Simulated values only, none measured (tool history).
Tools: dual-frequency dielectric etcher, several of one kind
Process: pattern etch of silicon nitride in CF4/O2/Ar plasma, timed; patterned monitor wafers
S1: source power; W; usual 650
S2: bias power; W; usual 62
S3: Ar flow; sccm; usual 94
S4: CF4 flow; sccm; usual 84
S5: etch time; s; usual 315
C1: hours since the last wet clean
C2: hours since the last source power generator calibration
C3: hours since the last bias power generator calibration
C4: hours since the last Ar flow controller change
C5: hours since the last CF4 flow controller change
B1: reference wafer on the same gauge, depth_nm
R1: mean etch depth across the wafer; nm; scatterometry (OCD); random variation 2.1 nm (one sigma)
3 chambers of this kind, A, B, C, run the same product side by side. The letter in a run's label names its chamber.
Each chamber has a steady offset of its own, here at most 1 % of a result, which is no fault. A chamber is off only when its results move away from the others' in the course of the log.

run,day,S1,S2,S3,S4,S5,C1,C2,C3,C4,C5,B1,R1
1A,0.279,650,62,94,84,315,88.9,592.4,965.7,1356.8,4453.5,758.71,797.68
2B,0.454,650,62,94,84,315,359.1,2652.4,1810.6,1328.5,2048.8,758.83,809.79
3C,0.817,650,62,94,84,315,145.8,771.8,5055.7,853.7,838,759.06,795.98
4B,1.15,650,62,94,84,315,375.8,2669.1,1827.3,1345.2,2065.5,758.91,804.62
5C,1.462,650,62,94,84,315,161.3,787.3,5071.2,869.2,853.5,758.72,798.83
6A,1.725,650,52,94,84,350,123.6,627.1,1000.4,1391.5,4488.2,758.89,831.76
7A,2.071,650,52,94,84,350,131.9,635.4,1008.7,1399.8,4496.5,758.88,828.2
8B,2.342,650,52,94,84,350,404.4,2697.7,1855.9,1373.8,2094.1,758.71,834.6
9C,2.508,650,62,94,84,315,186.4,812.4,5096.3,894.3,878.6,758.93,795.44
10C,2.758,650,62,94,84,315,192.4,818.4,5102.3,900.3,884.6,758.59,797.5
11A,3.1,650,62,94,84,315,156.6,660.1,1033.4,1424.5,4521.2,759.25,798.99
12B,3.362,650,72,94,84,403,428.9,2722.2,1880.4,1398.3,2118.6,758.63,1094.8
13B,3.692,650,72,94,84,403,436.8,2730.1,1888.3,1406.2,2126.5,759.02,1102.6
14C,3.967,650,72,94,84,403,221.4,847.4,5131.3,929.3,913.6,758.73,1079.4
15A,4.238,650,62,94,84,315,183.9,687.4,1060.7,1451.8,4548.5,759.26,797.33
16B,4.412,650,62,94,84,315,454.1,2747.4,1905.6,1423.5,2143.8,759.3,810.83
17C,4.604,650,62,94,84,315,236.7,862.7,5146.6,944.6,928.9,758.85,795.91
# day 4.679: chamber B: CF4 flow controller replaced
18A,4.867,650,62,94,84,315,199,702.5,1075.8,1466.9,4563.6,758.92,797.03
19C,5.062,650,62,94,84,315,247.7,873.7,5157.6,955.6,939.9,758.87,795.78
20B,5.404,650,62,94,84,315,477.9,2771.2,1929.4,1447.3,17.5,759,807.54
21A,5.683,650,62,94,84,315,218.6,722.1,1095.4,1486.5,4583.2,758.84,798.58
22B,5.904,650,62,94,84,315,489.9,2783.2,1941.4,1459.3,29.5,758.48,805.86
23A,6.129,650,62,94,84,315,229.3,732.8,1106.1,1497.2,4593.9,758.37,797.18
24C,6.367,650,62,94,84,315,279,905,5188.9,986.9,971.2,758.87,796.53
25A,6.579,650,62,94,84,284.5,240.1,743.6,1116.9,1508,4604.7,759.05,720.76
26B,6.812,650,62,94,84,284.5,511.7,2805,1963.2,1481.1,51.3,758.7,723.79
27C,7.15,650,62,94,84,284.5,297.8,923.8,5207.7,1005.7,990,759.61,721.29

Is one chamber off against the others, does the gauge drift, or is nothing wrong? If a chamber is off, say which, and what the likeliest cause is.

No chamber stands off beyond its own small offset, and the gauge holds steady.
